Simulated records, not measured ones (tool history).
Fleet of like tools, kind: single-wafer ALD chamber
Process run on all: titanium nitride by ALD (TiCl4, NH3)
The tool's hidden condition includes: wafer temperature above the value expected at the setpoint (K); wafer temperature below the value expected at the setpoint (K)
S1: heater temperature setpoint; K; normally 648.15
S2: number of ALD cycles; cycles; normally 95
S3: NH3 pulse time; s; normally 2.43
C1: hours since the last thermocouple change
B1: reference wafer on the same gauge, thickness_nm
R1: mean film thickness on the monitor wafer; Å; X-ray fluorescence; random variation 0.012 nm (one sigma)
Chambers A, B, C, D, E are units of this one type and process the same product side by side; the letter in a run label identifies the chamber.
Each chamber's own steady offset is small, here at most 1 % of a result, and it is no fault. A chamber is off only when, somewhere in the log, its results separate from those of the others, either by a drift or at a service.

run,hour,S1,S2,S3,C1,B1,R1
1B,8.6,648.15,95,2.43,748.4,2.1402,20.599
2C,21.6,648.15,95,2.43,712,2.1409,20.876
3D,28.5,648.15,95,2.43,947,2.14,20.967
4E,38,648.15,95,2.43,456.9,2.1388,20.752
5A,47.1,648.15,95,2.43,676.1,2.1406,21.021
6B,53.3,657.15,95,1.8,793.1,2.1388,20.227
7C,59.6,657.15,95,1.8,750,2.1432,20.482
8A,71.4,657.15,95,1.8,700.4,2.1423,20.613
9E,77.9,657.15,95,1.8,496.8,2.1413,20.598
10D,87.1,657.15,95,1.8,1005.6,2.1375,20.57
11B,96.5,648.15,95,2.43,836.3,2.1421,20.65
12A,107.3,648.15,95,2.43,736.3,2.1434,20.738
13E,118.3,648.15,95,2.43,537.2,2.1386,20.659
14D,128.2,648.15,95,2.43,1046.7,2.1428,20.59
15C,134.5,648.15,95,2.43,824.9,2.1356,20.588
16C,141,648.15,95,2.43,831.4,2.139,20.592
17E,147.1,648.15,109,2.98,566,2.1397,24.156
18A,153.8,648.15,109,2.98,782.8,2.138,24.171
19D,165.6,648.15,109,2.98,1084.1,2.1366,24.249
20B,177.2,648.15,109,2.98,917,2.1426,23.926
21A,190.4,648.15,109,2.98,819.4,2.139,24.088
22E,203.5,648.15,95,2.43,622.4,2.1365,20.687
23D,215.7,648.15,102,2.1,1134.2,2.1412,21.714
24B,226.3,648.15,102,2.1,966.1,2.1419,21.852
25C,232.8,648.15,102,2.1,923.2,2.1386,21.944
26A,241,648.15,102,2.1,870,2.1425,21.976
27C,252.9,648.15,102,2.1,943.3,2.142,22.019
28E,260,640.15,95,1.81,678.9,2.1439,20.148
29D,266.9,640.15,95,1.81,1185.4,2.1403,20.065
# hour 275.3: chamber D: thermocouple changed; heater temperature recalibrated
30B,278.8,640.15,95,1.81,1018.6,2.1401,20.165
31E,288.7,640.15,95,1.81,707.6,2.1389,20.285
32A,296.7,640.15,95,1.81,925.7,2.1421,20.067
33B,307.7,648.15,95,1.6,1047.5,2.137,19.862
34C,314.1,648.15,95,1.6,1004.5,2.139,20.351
35D,319.9,648.15,95,1.6,44.7,2.139,20.33

Is one chamber off against the others, does the gauge drift, or is nothing wrong? If a chamber is off, say which, and what the likeliest cause is.

Beyond each chamber's small constant offset nothing stands out, and the gauge stays steady.

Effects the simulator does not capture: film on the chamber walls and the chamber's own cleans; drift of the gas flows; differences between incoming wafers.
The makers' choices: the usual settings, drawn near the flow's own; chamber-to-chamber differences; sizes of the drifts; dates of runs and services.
